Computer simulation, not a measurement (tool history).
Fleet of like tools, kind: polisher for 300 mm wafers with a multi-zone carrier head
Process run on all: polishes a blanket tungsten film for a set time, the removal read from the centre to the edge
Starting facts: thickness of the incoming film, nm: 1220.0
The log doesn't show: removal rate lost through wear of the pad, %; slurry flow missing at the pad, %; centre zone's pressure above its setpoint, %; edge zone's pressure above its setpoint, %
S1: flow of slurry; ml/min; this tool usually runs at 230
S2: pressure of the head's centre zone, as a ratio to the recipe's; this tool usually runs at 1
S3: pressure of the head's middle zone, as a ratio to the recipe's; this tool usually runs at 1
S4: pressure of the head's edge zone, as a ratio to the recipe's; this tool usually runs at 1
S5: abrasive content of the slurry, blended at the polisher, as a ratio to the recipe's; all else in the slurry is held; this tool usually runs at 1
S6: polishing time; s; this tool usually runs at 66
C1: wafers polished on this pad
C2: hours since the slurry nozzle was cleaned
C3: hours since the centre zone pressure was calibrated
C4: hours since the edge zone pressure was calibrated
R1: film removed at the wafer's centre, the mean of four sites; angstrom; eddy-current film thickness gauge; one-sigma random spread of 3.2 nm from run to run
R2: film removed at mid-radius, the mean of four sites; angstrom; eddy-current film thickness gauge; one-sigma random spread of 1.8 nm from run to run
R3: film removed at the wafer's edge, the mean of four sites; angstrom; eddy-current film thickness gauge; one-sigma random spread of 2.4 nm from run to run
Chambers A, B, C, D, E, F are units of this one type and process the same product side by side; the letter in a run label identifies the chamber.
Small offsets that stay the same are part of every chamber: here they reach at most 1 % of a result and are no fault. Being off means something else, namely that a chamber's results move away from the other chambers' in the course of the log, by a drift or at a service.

{"run": "1A", "hour": 4.2, "S1": 230, "S2": 1, "S3": 1, "S4": 1, "S5": 1, "S6": 66, "C1": 380, "C2": 329.5, "C3": 693, "C4": 844.4, "R1": 2138.4, "R2": 2133, "R3": 2158.9}
{"run": "2E", "hour": 9.3, "S1": 230, "S2": 1, "S3": 1, "S4": 1, "S5": 1, "S6": 66, "C1": 204, "C2": 493.8, "C3": 516.8, "C4": 901.6, "R1": 2119.3, "R2": 2157.9, "R3": 2161.2}
{"run": "3C", "hour": 13.9, "S1": 230, "S2": 1, "S3": 1, "S4": 1, "S5": 1, "S6": 66, "C1": 866, "C2": 648.2, "C3": 399, "C4": 250.3, "R1": 2161.2, "R2": 2195.9, "R3": 2158.7}
{"run": "4B", "hour": 19.1, "S1": 230, "S2": 1, "S3": 1, "S4": 1, "S5": 1, "S6": 66, "C1": 220, "C2": 192.4, "C3": 827.9, "C4": 594, "R1": 2163.6, "R2": 2121.3, "R3": 2193.1}
{"run": "5F", "hour": 24.3, "S1": 230, "S2": 1, "S3": 1, "S4": 1, "S5": 1, "S6": 66, "C1": 339, "C2": 477.2, "C3": 187.4, "C4": 386.5, "R1": 2130.3, "R2": 2162.2, "R3": 2165}
{"run": "6D", "hour": 30.3, "S1": 230, "S2": 1, "S3": 1, "S4": 1, "S5": 0.85, "S6": 66, "C1": 306, "C2": 229.5, "C3": 33.8, "C4": 1108.3, "R1": 2055.2, "R2": 2100.2, "R3": 2124.3}
{"run": "7D", "hour": 36.5, "S1": 230, "S2": 1, "S3": 1, "S4": 1, "S5": 0.85, "S6": 66, "C1": 359, "C2": 235.7, "C3": 40, "C4": 1114.5, "R1": 2145.9, "R2": 2102.7, "R3": 2105.4}
{"hour": 39.7, "done": "chamber E: worn pad replaced by a new one"}
{"hour": 40.9, "done": "chamber C: worn pad replaced by a new one"}
{"run": "8A", "hour": 42.6, "S1": 230, "S2": 1, "S3": 1, "S4": 1, "S5": 0.85, "S6": 66, "C1": 710, "C2": 367.9, "C3": 731.4, "C4": 882.8, "R1": 2064.8, "R2": 2062.6, "R3": 2052.1}
{"run": "9F", "hour": 47.6, "S1": 230, "S2": 1, "S3": 1, "S4": 1, "S5": 0.85, "S6": 66, "C1": 539, "C2": 500.5, "C3": 210.7, "C4": 409.8, "R1": 2052.2, "R2": 2121.4, "R3": 2096.1}
{"run": "10B", "hour": 54.3, "S1": 230, "S2": 1, "S3": 1, "S4": 1, "S5": 0.85, "S6": 66, "C1": 522, "C2": 227.6, "C3": 863.1, "C4": 629.2, "R1": 2098.3, "R2": 2064.2, "R3": 2102.5}
{"run": "11C", "hour": 61.1, "S1": 230, "S2": 1, "S3": 1, "S4": 1, "S5": 0.85, "S6": 66, "C1": 173, "C2": 695.4, "C3": 446.2, "C4": 297.5, "R1": 2089.8, "R2": 2081.8, "R3": 2050}
{"run": "12E", "hour": 67.6, "S1": 230, "S2": 1, "S3": 1, "S4": 1, "S5": 1, "S6": 66, "C1": 240, "C2": 552.1, "C3": 575.1, "C4": 959.9, "R1": 2102.9, "R2": 2174.8, "R3": 2144.3}
{"hour": 71.9, "done": "chamber D: worn pad replaced by a new one"}
{"run": "13B", "hour": 73.5, "S1": 230, "S2": 0.91, "S3": 1, "S4": 1, "S5": 1, "S6": 66, "C1": 687, "C2": 246.8, "C3": 882.3, "C4": 648.4, "R1": 1964.8, "R2": 2136, "R3": 2161.7}
{"run": "14F", "hour": 77.1, "S1": 230, "S2": 0.91, "S3": 1, "S4": 1, "S5": 1, "S6": 66, "C1": 793, "C2": 530, "C3": 240.2, "C4": 439.3, "R1": 2005.9, "R2": 2171.1, "R3": 2170}
{"run": "15A", "hour": 82.7, "S1": 230, "S2": 0.91, "S3": 1, "S4": 1, "S5": 1, "S6": 66, "C1": 1055, "C2": 408, "C3": 771.5, "C4": 922.9, "R1": 1941.5, "R2": 2146.7, "R3": 2151.1}
{"hour": 85.9, "done": "chamber A: worn pad replaced by a new one"}
{"run": "16D", "hour": 87.2, "S1": 230, "S2": 0.91, "S3": 1, "S4": 1, "S5": 1, "S6": 66, "C1": 132, "C2": 286.4, "C3": 90.7, "C4": 1165.2, "R1": 2020.6, "R2": 2184.8, "R3": 2208.5}
{"hour": 90.4, "done": "chamber D: edge zone pressure recalibrated"}
{"run": "17C", "hour": 91.8, "S1": 230, "S2": 0.91, "S3": 1, "S4": 1, "S5": 1, "S6": 66, "C1": 438, "C2": 726.1, "C3": 476.9, "C4": 328.2, "R1": 1984.2, "R2": 2226.6, "R3": 2180.1}
{"run": "18E", "hour": 96.5, "S1": 230, "S2": 0.91, "S3": 1, "S4": 1, "S5": 1, "S6": 66, "C1": 488, "C2": 581, "C3": 604, "C4": 988.8, "R1": 1933.5, "R2": 2146.7, "R3": 2136.2}
{"run": "19B", "hour": 100.0, "S1": 230, "S2": 1, "S3": 1, "S4": 1, "S5": 1, "S6": 66, "C1": 915, "C2": 273.3, "C3": 908.8, "C4": 674.9, "R1": 2178.8, "R2": 2167.3, "R3": 2174.5}
{"hour": 102.2, "done": "chamber C: slurry nozzle cleaned"}
{"run": "20E", "hour": 104.7, "S1": 230, "S2": 1, "S3": 1, "S4": 1, "S5": 1, "S6": 66, "C1": 559, "C2": 589.2, "C3": 612.2, "C4": 997, "R1": 2156.9, "R2": 2146.7, "R3": 2137.6}
{"hour": 110.5, "done": "chamber E: worn pad replaced by a new one"}
{"run": "21F", "hour": 110.6, "S1": 230, "S2": 1, "S3": 1, "S4": 1, "S5": 1, "S6": 66, "C1": 1081, "C2": 563.5, "C3": 273.7, "C4": 472.8, "R1": 2227, "R2": 2198.7, "R3": 2159.8}
{"run": "22D", "hour": 115.9, "S1": 230, "S2": 1, "S3": 0.93, "S4": 1, "S5": 1, "S6": 66, "C1": 379, "C2": 315.1, "C3": 119.4, "C4": 25.6, "R1": 2187.8, "R2": 2037.8, "R3": 2197.5}
{"run": "23A", "hour": 119.6, "S1": 230, "S2": 1, "S3": 0.93, "S4": 1, "S5": 1, "S6": 66, "C1": 290, "C2": 444.9, "C3": 808.4, "C4": 959.8, "R1": 2185.6, "R2": 2027.2, "R3": 2127.5}
{"run": "24C", "hour": 122.7, "S1": 230, "S2": 1, "S3": 0.93, "S4": 1, "S5": 1, "S6": 66, "C1": 703, "C2": 20.6, "C3": 507.8, "C4": 359.1, "R1": 2206.1, "R2": 2040.1, "R3": 2177.3}
{"hour": 124.8, "done": "chamber F: worn pad replaced by a new one"}
{"run": "25B", "hour": 128.3, "S1": 230, "S2": 1, "S3": 0.93, "S4": 1, "S5": 1, "S6": 66, "C1": 1159, "C2": 301.6, "C3": 937.1, "C4": 703.2, "R1": 2183.2, "R2": 2022.8, "R3": 2210.1}
{"hour": 129.5, "done": "chamber B: worn pad replaced by a new one"}
{"run": "26F", "hour": 133.8, "S1": 230, "S2": 1, "S3": 0.93, "S4": 1, "S5": 1, "S6": 66, "C1": 77, "C2": 586.7, "C3": 296.9, "C4": 496, "R1": 2162, "R2": 2015.4, "R3": 2156.8}
{"run": "27A", "hour": 139.7, "S1": 230, "S2": 1, "S3": 0.93, "S4": 1, "S5": 1, "S6": 66, "C1": 463, "C2": 465, "C3": 828.5, "C4": 979.9, "R1": 2159.1, "R2": 2004.3, "R3": 2118.1}
{"run": "28E", "hour": 144.1, "S1": 230, "S2": 1, "S3": 1, "S4": 1, "S5": 1, "S6": 66, "C1": 289, "C2": 628.6, "C3": 651.6, "C4": 1036.4, "R1": 2171.5, "R2": 2162.2, "R3": 2091.7}
{"run": "29C", "hour": 148.8, "S1": 230, "S2": 1, "S3": 1, "S4": 1, "S5": 1, "S6": 66, "C1": 928, "C2": 46.7, "C3": 533.9, "C4": 385.2, "R1": 2161, "R2": 2184.6, "R3": 2183.6}
{"run": "30D", "hour": 152.6, "S1": 155, "S2": 1, "S3": 1, "S4": 1.09, "S5": 1, "S6": 66, "C1": 694, "C2": 351.8, "C3": 156.1, "C4": 62.3, "R1": 1994.5, "R2": 2059.9, "R3": 2178.2}
{"run": "31A", "hour": 155.8, "S1": 155, "S2": 1, "S3": 1, "S4": 1.09, "S5": 1, "S6": 66, "C1": 601, "C2": 481.1, "C3": 844.6, "C4": 996, "R1": 2033.5, "R2": 1998.4, "R3": 2148.6}
{"run": "32B", "hour": 161.7, "S1": 155, "S2": 1, "S3": 1, "S4": 1.09, "S5": 1, "S6": 66, "C1": 277, "C2": 335, "C3": 970.5, "C4": 736.6, "R1": 2048, "R2": 2007.3, "R3": 2174.2}
{"run": "33F", "hour": 166.1, "S1": 155, "S2": 1, "S3": 1, "S4": 1.09, "S5": 1, "S6": 66, "C1": 355, "C2": 619, "C3": 329.2, "C4": 528.3, "R1": 2029, "R2": 2035.7, "R3": 2159.8}
{"hour": 166.2, "done": "chamber D: worn pad replaced by a new one"}
{"run": "34E", "hour": 172.4, "S1": 155, "S2": 1, "S3": 1, "S4": 1.09, "S5": 1, "S6": 66, "C1": 532, "C2": 656.9, "C3": 679.9, "C4": 1064.7, "R1": 1977.6, "R2": 2016.6, "R3": 2163.3}
{"hour": 172.5, "done": "chamber C: centre zone pressure recalibrated"}
{"run": "35C", "hour": 178.5, "S1": 155, "S2": 1, "S3": 1, "S4": 1.09, "S5": 1, "S6": 66, "C1": 1183, "C2": 76.4, "C3": 6, "C4": 414.9, "R1": 1964.8, "R2": 2046.9, "R3": 2211.5}
{"run": "36D", "hour": 182.7, "S1": 230, "S2": 1, "S3": 1.1, "S4": 1, "S5": 1, "S6": 66, "C1": 142, "C2": 381.9, "C3": 186.2, "C4": 92.4, "R1": 2174.9, "R2": 2393.4, "R3": 2230.2}

Is one chamber out of step, is the gauge drifting, or do the chambers differ by no more than their own small offsets? For an off chamber, give its letter and the likeliest cause.

Beyond each chamber's small constant offset nothing stands out, and the gauge stays steady.

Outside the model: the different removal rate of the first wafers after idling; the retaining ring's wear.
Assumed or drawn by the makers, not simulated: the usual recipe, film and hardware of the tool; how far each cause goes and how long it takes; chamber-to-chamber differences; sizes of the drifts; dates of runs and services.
